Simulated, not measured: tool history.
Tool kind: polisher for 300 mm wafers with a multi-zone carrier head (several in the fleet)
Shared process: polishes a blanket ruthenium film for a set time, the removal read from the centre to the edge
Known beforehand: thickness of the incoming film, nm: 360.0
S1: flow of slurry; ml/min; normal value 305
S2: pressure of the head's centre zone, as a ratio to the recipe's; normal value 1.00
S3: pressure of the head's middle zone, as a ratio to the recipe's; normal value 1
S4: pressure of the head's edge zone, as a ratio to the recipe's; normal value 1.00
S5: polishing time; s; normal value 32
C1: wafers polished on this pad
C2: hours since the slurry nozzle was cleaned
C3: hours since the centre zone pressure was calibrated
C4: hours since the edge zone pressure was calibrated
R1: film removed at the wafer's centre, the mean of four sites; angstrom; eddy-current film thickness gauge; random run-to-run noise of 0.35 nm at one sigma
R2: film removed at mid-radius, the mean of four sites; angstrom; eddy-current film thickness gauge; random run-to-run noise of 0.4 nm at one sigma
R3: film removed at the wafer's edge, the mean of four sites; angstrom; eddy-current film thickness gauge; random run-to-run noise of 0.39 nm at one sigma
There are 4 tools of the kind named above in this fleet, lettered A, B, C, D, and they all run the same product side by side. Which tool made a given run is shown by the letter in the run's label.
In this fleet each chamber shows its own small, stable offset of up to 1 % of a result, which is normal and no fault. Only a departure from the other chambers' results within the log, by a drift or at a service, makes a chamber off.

{"run": "1A", "hour": 4.4, "S1": 305, "S2": 1.0, "S3": 1, "S4": 1.0, "S5": 32, "C1": 1072, "C2": 45.1, "C3": 944.9, "C4": 401.3, "R1": 280.52, "R2": 275.43, "R3": 275.63}
{"run": "2B", "hour": 9.7, "S1": 305, "S2": 1.0, "S3": 1, "S4": 1.0, "S5": 32, "C1": 668, "C2": 554.2, "C3": 27.8, "C4": 1471.5, "R1": 277.4, "R2": 280.59, "R3": 286.51}
{"hour": 10.8, "done": "chamber C: worn pad replaced by a new one"}
{"hour": 16.0, "done": "chamber D: worn pad replaced by a new one"}
{"run": "3D", "hour": 17.0, "S1": 305, "S2": 1.0, "S3": 1, "S4": 1.0, "S5": 32, "C1": 11, "C2": 242.5, "C3": 162.3, "C4": 130.8, "R1": 278.7, "R2": 272.25, "R3": 283.18}
{"hour": 17.6, "done": "chamber A: worn pad replaced by a new one"}
{"hour": 18.8, "done": "chamber B: edge zone pressure recalibrated"}
{"run": "4C", "hour": 22.2, "S1": 305, "S2": 1.0, "S3": 1, "S4": 1.0, "S5": 32, "C1": 122, "C2": 548.8, "C3": 209.2, "C4": 23.1, "R1": 280.42, "R2": 275.94, "R3": 279.42}
{"run": "5A", "hour": 30.5, "S1": 305, "S2": 1.0, "S3": 1, "S4": 1.0, "S5": 32, "C1": 138, "C2": 71.2, "C3": 971.0, "C4": 427.4, "R1": 284.16, "R2": 285.47, "R3": 276.26}
{"run": "6D", "hour": 35.5, "S1": 305, "S2": 1.0, "S3": 1, "S4": 1.0, "S5": 32, "C1": 209, "C2": 261.0, "C3": 180.8, "C4": 149.3, "R1": 281.59, "R2": 273.9, "R3": 279.57}
{"run": "7B", "hour": 43.5, "S1": 305, "S2": 1.08, "S3": 1, "S4": 1.0, "S5": 32, "C1": 1031, "C2": 588.0, "C3": 61.6, "C4": 24.8, "R1": 303.79, "R2": 273.45, "R3": 283.55}
{"hour": 43.7, "done": "chamber D: slurry nozzle cleaned"}
{"run": "8C", "hour": 47.7, "S1": 305, "S2": 1.08, "S3": 1, "S4": 1.0, "S5": 32, "C1": 396, "C2": 574.3, "C3": 234.7, "C4": 48.6, "R1": 296.87, "R2": 283.52, "R3": 285.92}
{"run": "9B", "hour": 54.8, "S1": 305, "S2": 1.08, "S3": 1, "S4": 1.0, "S5": 32, "C1": 1152, "C2": 599.3, "C3": 72.9, "C4": 36.1, "R1": 307.35, "R2": 276.56, "R3": 283.89}
{"run": "10D", "hour": 59.1, "S1": 305, "S2": 1.08, "S3": 1, "S4": 1.0, "S5": 32, "C1": 462, "C2": 15.4, "C3": 204.4, "C4": 172.9, "R1": 306.19, "R2": 279.83, "R3": 275.64}
{"hour": 59.9, "done": "chamber B: worn pad replaced by a new one"}
{"run": "11C", "hour": 65.1, "S1": 305, "S2": 1.0, "S3": 1, "S4": 1.0, "S5": 32, "C1": 582, "C2": 591.7, "C3": 252.1, "C4": 66.0, "R1": 277.5, "R2": 276.37, "R3": 284.3}
{"hour": 71.0, "done": "chamber C: worn pad replaced by a new one"}
{"run": "12A", "hour": 73.7, "S1": 305, "S2": 1.0, "S3": 1, "S4": 1.0, "S5": 32, "C1": 602, "C2": 114.4, "C3": 1014.2, "C4": 470.6, "R1": 288.48, "R2": 282.25, "R3": 277.98}
{"hour": 75.4, "done": "chamber B: slurry nozzle cleaned"}
{"hour": 77.7, "done": "chamber D: worn pad replaced by a new one"}
{"run": "13B", "hour": 82.7, "S1": 305, "S2": 1.0, "S3": 1, "S4": 1.0, "S5": 32, "C1": 245, "C2": 7.3, "C3": 100.8, "C4": 64.0, "R1": 285.34, "R2": 281.19, "R3": 281.61}
{"run": "14D", "hour": 88.0, "S1": 305, "S2": 1.0, "S3": 1, "S4": 1.0, "S5": 32, "C1": 111, "C2": 44.3, "C3": 233.3, "C4": 201.8, "R1": 289.98, "R2": 284.1, "R3": 276.91}
{"run": "15C", "hour": 95.0, "S1": 235, "S2": 1.08, "S3": 1, "S4": 1.0, "S5": 32, "C1": 257, "C2": 621.6, "C3": 282.0, "C4": 95.9, "R1": 293.09, "R2": 270.28, "R3": 267.23}
{"run": "16A", "hour": 103.8, "S1": 235, "S2": 1.08, "S3": 1, "S4": 1.0, "S5": 32, "C1": 924, "C2": 144.5, "C3": 1044.3, "C4": 500.7, "R1": 299.12, "R2": 265.55, "R3": 271.79}
{"run": "17C", "hour": 108.7, "S1": 235, "S2": 1.08, "S3": 1, "S4": 1.0, "S5": 32, "C1": 404, "C2": 635.3, "C3": 295.7, "C4": 109.6, "R1": 293.08, "R2": 267.08, "R3": 275.67}
{"run": "18B", "hour": 114.7, "S1": 235, "S2": 1.08, "S3": 1, "S4": 1.0, "S5": 32, "C1": 588, "C2": 39.3, "C3": 132.8, "C4": 96.0, "R1": 289.76, "R2": 269.92, "R3": 269.38}
{"hour": 116.1, "done": "chamber C: slurry nozzle cleaned"}
{"hour": 117.7, "done": "chamber A: worn pad replaced by a new one"}
{"run": "19A", "hour": 121.5, "S1": 305, "S2": 1.0, "S3": 1, "S4": 1.0, "S5": 32, "C1": 40, "C2": 162.2, "C3": 1062.0, "C4": 518.4, "R1": 275.51, "R2": 270.19, "R3": 274.01}
{"hour": 125.3, "done": "chamber A: centre zone pressure recalibrated"}
{"hour": 127.9, "done": "chamber D: worn pad replaced by a new one"}
{"run": "20D", "hour": 128.6, "S1": 305, "S2": 1.0, "S3": 1, "S4": 1.0, "S5": 32, "C1": 8, "C2": 84.9, "C3": 273.9, "C4": 242.4, "R1": 285.09, "R2": 281.7, "R3": 275.65}
{"hour": 128.8, "done": "chamber C: worn pad replaced by a new one"}
{"run": "21B", "hour": 135.1, "S1": 305, "S2": 1.0, "S3": 1, "S4": 1.0, "S5": 32, "C1": 807, "C2": 59.7, "C3": 153.2, "C4": 116.4, "R1": 271.92, "R2": 280.79, "R3": 279.12}
{"run": "22A", "hour": 139.4, "S1": 305, "S2": 1.0, "S3": 1, "S4": 1.0, "S5": 32, "C1": 232, "C2": 180.1, "C3": 14.2, "C4": 536.3, "R1": 277.51, "R2": 283.03, "R3": 272.8}
{"run": "23C", "hour": 146.1, "S1": 305, "S2": 1.0, "S3": 1, "S4": 1.0, "S5": 32, "C1": 185, "C2": 30.0, "C3": 333.1, "C4": 147.0, "R1": 285.0, "R2": 272.09, "R3": 275.9}
{"run": "24D", "hour": 150.2, "S1": 305, "S2": 1.0, "S3": 1, "S4": 1.0, "S5": 32, "C1": 239, "C2": 106.5, "C3": 295.5, "C4": 264.0, "R1": 276.45, "R2": 274.79, "R3": 272.09}
{"run": "25B", "hour": 154.6, "S1": 305, "S2": 1.0, "S3": 1, "S4": 1.0, "S5": 32, "C1": 1016, "C2": 79.2, "C3": 172.7, "C4": 135.9, "R1": 278.67, "R2": 283.19, "R3": 279.34}
{"hour": 155.3, "done": "chamber B: worn pad replaced by a new one"}
{"run": "26D", "hour": 160.0, "S1": 305, "S2": 1.0, "S3": 1, "S4": 1.0, "S5": 32, "C1": 344, "C2": 116.3, "C3": 305.3, "C4": 273.8, "R1": 277.55, "R2": 282.22, "R3": 275.38}
{"run": "27A", "hour": 165.5, "S1": 305, "S2": 1.0, "S3": 1, "S4": 1.0, "S5": 32, "C1": 512, "C2": 206.2, "C3": 40.3, "C4": 562.4, "R1": 274.59, "R2": 277.72, "R3": 272.41}
{"run": "28C", "hour": 172.8, "S1": 305, "S2": 1.0, "S3": 1, "S4": 1.0, "S5": 32, "C1": 472, "C2": 56.7, "C3": 359.8, "C4": 173.7, "R1": 278.25, "R2": 277.34, "R3": 281.77}
{"run": "29D", "hour": 179.8, "S1": 305, "S2": 1.0, "S3": 1, "S4": 1.0, "S5": 32, "C1": 557, "C2": 136.1, "C3": 325.1, "C4": 293.6, "R1": 286.31, "R2": 273.66, "R3": 273.91}
{"hour": 180.6, "done": "chamber C: worn pad replaced by a new one"}
{"run": "30A", "hour": 184.6, "S1": 305, "S2": 1.0, "S3": 1, "S4": 1.0, "S5": 40, "C1": 717, "C2": 225.3, "C3": 59.4, "C4": 581.5, "R1": 353.06, "R2": 350.8, "R3": 347.98}
{"run": "31C", "hour": 192.7, "S1": 305, "S2": 1.0, "S3": 1, "S4": 1.0, "S5": 40, "C1": 129, "C2": 76.6, "C3": 379.7, "C4": 193.6, "R1": 344.95, "R2": 349.92, "R3": 346.73}
{"hour": 195.4, "done": "chamber D: worn pad replaced by a new one"}
{"run": "32B", "hour": 199.7, "S1": 305, "S2": 1.0, "S3": 1, "S4": 1.0, "S5": 40, "C1": 477, "C2": 124.3, "C3": 217.8, "C4": 181.0, "R1": 340.25, "R2": 344.9, "R3": 348.22}
{"run": "33B", "hour": 205.3, "S1": 305, "S2": 1.0, "S3": 1, "S4": 1.0, "S5": 40, "C1": 537, "C2": 129.9, "C3": 223.4, "C4": 186.6, "R1": 347.42, "R2": 346.98, "R3": 339.68}
{"run": "34C", "hour": 214.7, "S1": 305, "S2": 1.0, "S3": 1, "S4": 1.0, "S5": 32, "C1": 365, "C2": 98.6, "C3": 401.7, "C4": 215.6, "R1": 282.78, "R2": 275.7, "R3": 270.74}
{"hour": 221.1, "done": "chamber A: worn pad replaced by a new one"}
{"run": "35D", "hour": 221.2, "S1": 305, "S2": 1.0, "S3": 1, "S4": 1.0, "S5": 32, "C1": 277, "C2": 177.5, "C3": 366.5, "C4": 335.0, "R1": 284.06, "R2": 280.59, "R3": 279.01}
{"run": "36A", "hour": 225.6, "S1": 305, "S2": 1.05, "S3": 1, "S4": 1.0, "S5": 32, "C1": 48, "C2": 266.3, "C3": 100.4, "C4": 622.5, "R1": 296.08, "R2": 284.35, "R3": 274.28}
{"run": "37C", "hour": 233.8, "S1": 305, "S2": 1.05, "S3": 1, "S4": 1.0, "S5": 32, "C1": 570, "C2": 117.7, "C3": 420.8, "C4": 234.7, "R1": 301.74, "R2": 279.41, "R3": 282.58}
{"hour": 234.1, "done": "chamber C: worn pad replaced by a new one"}
{"run": "38A", "hour": 243.2, "S1": 305, "S2": 1.05, "S3": 1, "S4": 1.0, "S5": 32, "C1": 237, "C2": 283.9, "C3": 118.0, "C4": 640.1, "R1": 293.09, "R2": 278.67, "R3": 279.07}
{"run": "39D", "hour": 248.7, "S1": 305, "S2": 1.05, "S3": 1, "S4": 1.0, "S5": 32, "C1": 572, "C2": 205.0, "C3": 394.0, "C4": 362.5, "R1": 293.64, "R2": 274.16, "R3": 278.26}
{"hour": 250.3, "done": "chamber B: worn pad replaced by a new one"}
{"hour": 253.9, "done": "chamber D: worn pad replaced by a new one"}
{"run": "40B", "hour": 257.0, "S1": 305, "S2": 1.0, "S3": 1, "S4": 1.0, "S5": 32, "C1": 72, "C2": 181.6, "C3": 275.1, "C4": 238.3, "R1": 279.65, "R2": 275.73, "R3": 281.71}
{"run": "41C", "hour": 262.9, "S1": 305, "S2": 1.0, "S3": 1, "S4": 1.0, "S5": 32, "C1": 309, "C2": 146.8, "C3": 449.9, "C4": 263.8, "R1": 281.92, "R2": 283.06, "R3": 270.07}
{"run": "42A", "hour": 267.8, "S1": 305, "S2": 1.0, "S3": 1, "S4": 1.0, "S5": 32, "C1": 501, "C2": 308.5, "C3": 142.6, "C4": 664.7, "R1": 279.14, "R2": 282.56, "R3": 273.99}
{"run": "43D", "hour": 275.6, "S1": 305, "S2": 1.0, "S3": 1, "S4": 1.0, "S5": 32, "C1": 233, "C2": 231.9, "C3": 420.9, "C4": 389.4, "R1": 278.93, "R2": 280.65, "R3": 276.1}
{"run": "44B", "hour": 280.5, "S1": 305, "S2": 1.0, "S3": 1, "S4": 1.0, "S5": 32, "C1": 324, "C2": 205.1, "C3": 298.6, "C4": 261.8, "R1": 279.4, "R2": 275.93, "R3": 279.94}

Is one chamber out of step, is the gauge drifting, or do the chambers differ by no more than their own small offsets? For an off chamber, give its letter and the likeliest cause.

No chamber stands off beyond its own small offset, and the gauge holds steady.

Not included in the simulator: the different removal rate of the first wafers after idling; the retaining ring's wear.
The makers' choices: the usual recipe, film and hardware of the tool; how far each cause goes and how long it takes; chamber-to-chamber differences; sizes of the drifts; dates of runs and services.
